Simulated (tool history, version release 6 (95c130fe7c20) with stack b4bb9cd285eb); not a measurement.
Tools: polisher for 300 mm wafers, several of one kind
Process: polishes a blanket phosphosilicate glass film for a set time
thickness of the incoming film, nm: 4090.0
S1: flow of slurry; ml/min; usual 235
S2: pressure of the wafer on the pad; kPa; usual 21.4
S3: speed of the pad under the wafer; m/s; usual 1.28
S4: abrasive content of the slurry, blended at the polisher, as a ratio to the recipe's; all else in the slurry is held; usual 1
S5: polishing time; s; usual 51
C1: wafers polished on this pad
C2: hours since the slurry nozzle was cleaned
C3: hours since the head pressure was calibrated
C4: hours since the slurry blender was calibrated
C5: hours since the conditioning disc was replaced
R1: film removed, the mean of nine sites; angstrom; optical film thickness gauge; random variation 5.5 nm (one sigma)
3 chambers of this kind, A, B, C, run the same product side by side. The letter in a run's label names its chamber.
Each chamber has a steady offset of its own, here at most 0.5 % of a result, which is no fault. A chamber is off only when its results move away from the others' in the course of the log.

run   hour   S1    S2    S3  S4  S5    C1     C2     C3     C4     C5      R1
 1B    9.9  235  21.4  1.28   1  51   275  503.3  170.6  148.6   34.0  4575.6
 2A   16.6  235  21.4  1.28   1  51   382  155.8  278.8  255.6  160.4  4538.1
 3C   27.0  235  21.4  1.28   1  51   830  397.6  236.9  339.0  316.9  4624.2
 4A   38.7  235  21.4  1.28   1  51   685  177.9  300.9  277.7  182.5  4503.7
 5B   45.8  235  21.4  1.28   1  51   767  539.2  206.5  184.5   69.9  4549.7
      51.0  -- chamber B: worn pad replaced by a new one
      51.8  -- chamber C: slurry blender recalibrated
 6C   53.7  235  21.4  1.28   1  51  1196  424.3  263.6    1.9  343.6  4565.3
 7C   61.6  235  21.4  1.28   1  51  1304  432.2  271.5    9.8  351.5  4485.4
      67.3  -- chamber B: slurry blender recalibrated
      69.7  -- chamber C: worn pad replaced by a new one
 8A   69.9  235  21.4  1.28   1  51  1112  209.1  332.1  308.9  213.7  4447.0
 9B   80.9  235  21.4  1.28   1  51   410  574.3  241.6   13.6  105.0  4577.3
      89.6  -- chamber A: worn pad replaced by a new one
      91.3  -- chamber A: slurry blender recalibrated
10C   91.8  235  21.4  1.28   1  51   303  462.4  301.7   40.0  381.7  4598.8
11A   97.9  235  21.4  1.28   1  51   113  237.1  360.1    6.7  241.7  4558.2
12B  106.9  235  21.4  1.28   1  51   767  600.3  267.6   39.6  131.0  4464.6
13B  118.3  235  26.2  1.54   1  51   923  611.7  279.0   51.0  142.4  6463.5
     121.5  -- chamber B: worn pad replaced by a new one
     123.7  -- chamber A: slurry nozzle cleaned
14A  126.6  235  26.2  1.54   1  51   506    2.9  388.8   35.4  270.4  6517.0
     128.9  -- chamber B: conditioning disc replaced and pad reconditioned
15C  132.4  235  26.2  1.54   1  51   860  503.0  342.3   80.6  422.3  6332.5
16A  140.5  235  21.4  1.28   1  51   697   16.8  402.7   49.3  284.3  4487.1
17C  146.6  235  21.4  1.28   1  51  1054  517.2  356.5   94.8  436.5  4447.6
18B  154.8  235  21.4  1.28   1  51   457  648.2  315.5   87.5   25.9  4538.1
     155.3  -- chamber C: head pressure recalibrated
     159.7  -- chamber B: head pressure recalibrated
     162.6  -- chamber C: worn pad replaced by a new one
19C  166.3  235  21.4  1.28   1  51    51  536.9   11.0  114.5  456.2  4509.1
20B  176.6  235  21.4  1.28   1  51   756  670.0   16.9  109.3   47.7  4560.5
     178.1  -- chamber A: worn pad replaced by a new one
     183.3  -- chamber B: worn pad replaced by a new one
     183.6  -- chamber B: slurry nozzle cleaned
21A  188.0  235  21.4  1.28   1  51   136   64.3  450.2   96.8  331.8  4497.2
22C  195.9  235  21.4  1.28   1  51   457  566.5   40.6  144.1  485.8  4507.8
23B  204.8  235  14.5  1.28   1  51   295   21.3   45.1  137.5   75.9  3110.4
24A  215.1  235  14.5  1.28   1  51   507   91.4  477.3  123.9  358.9  3052.5
25A  224.2  235  14.5  1.28   1  51   632  100.5  486.4  133.0  368.0  3152.1
26B  231.5  235  21.4  1.28   1  51   660   48.0   71.8  164.2  102.6  4523.3
27C  238.5  235  21.4  1.28   1  51  1040  609.1   83.2  186.7  528.4  4470.7
28A  248.8  235  21.4  1.28   1  51   969  125.1  511.0  157.6  392.6  4538.9
     250.9  -- chamber B: worn pad replaced by a new one
     255.7  -- chamber C: worn pad replaced by a new one
29B  258.2  235  21.4  1.28   1  51   100   74.7   98.5  190.9  129.3  4627.8
     262.7  -- chamber A: head pressure recalibrated
30C  267.9  235  21.4  1.28   1  51   168  638.5  112.6  216.1  557.8  4546.1
31C  277.6  235  21.4  1.28   1  51   300  648.2  122.3  225.8  567.5  4588.6
     281.9  -- chamber C: conditioning disc replaced and pad reconditioned
     282.8  -- chamber B: conditioning disc replaced and pad reconditioned
32A  286.0  235  21.4  1.28   1  51  1478  162.3   23.4  194.8  429.8  4511.5
33B  293.6  235  21.4  1.28   1  51   585  110.1  133.9  226.3   10.9  4500.7
     296.5  -- chamber A: worn pad replaced by a new one
     298.9  -- chamber B: slurry blender recalibrated
34A  304.2  235  21.4  1.28   1  51   106  180.5   41.6  213.0  448.0  4436.7
     311.2  -- chamber C: slurry nozzle cleaned
35B  311.5  235  21.4  1.28   1  51   830  128.0  151.8   12.6   28.8  4649.1
36C  319.6  265  21.4  1.28   1  51   876    8.5  164.3  267.8   37.8  4709.1
37C  326.6  265  21.4  1.28   1  51   972   15.5  171.3  274.8   44.8  4676.4

What goes on in this fleet: one chamber off, a drifting gauge, or nothing beyond the chambers' own small offsets? Name the chamber and the cause, if any.

No chamber stands off beyond its own small offset, and the gauge holds steady.
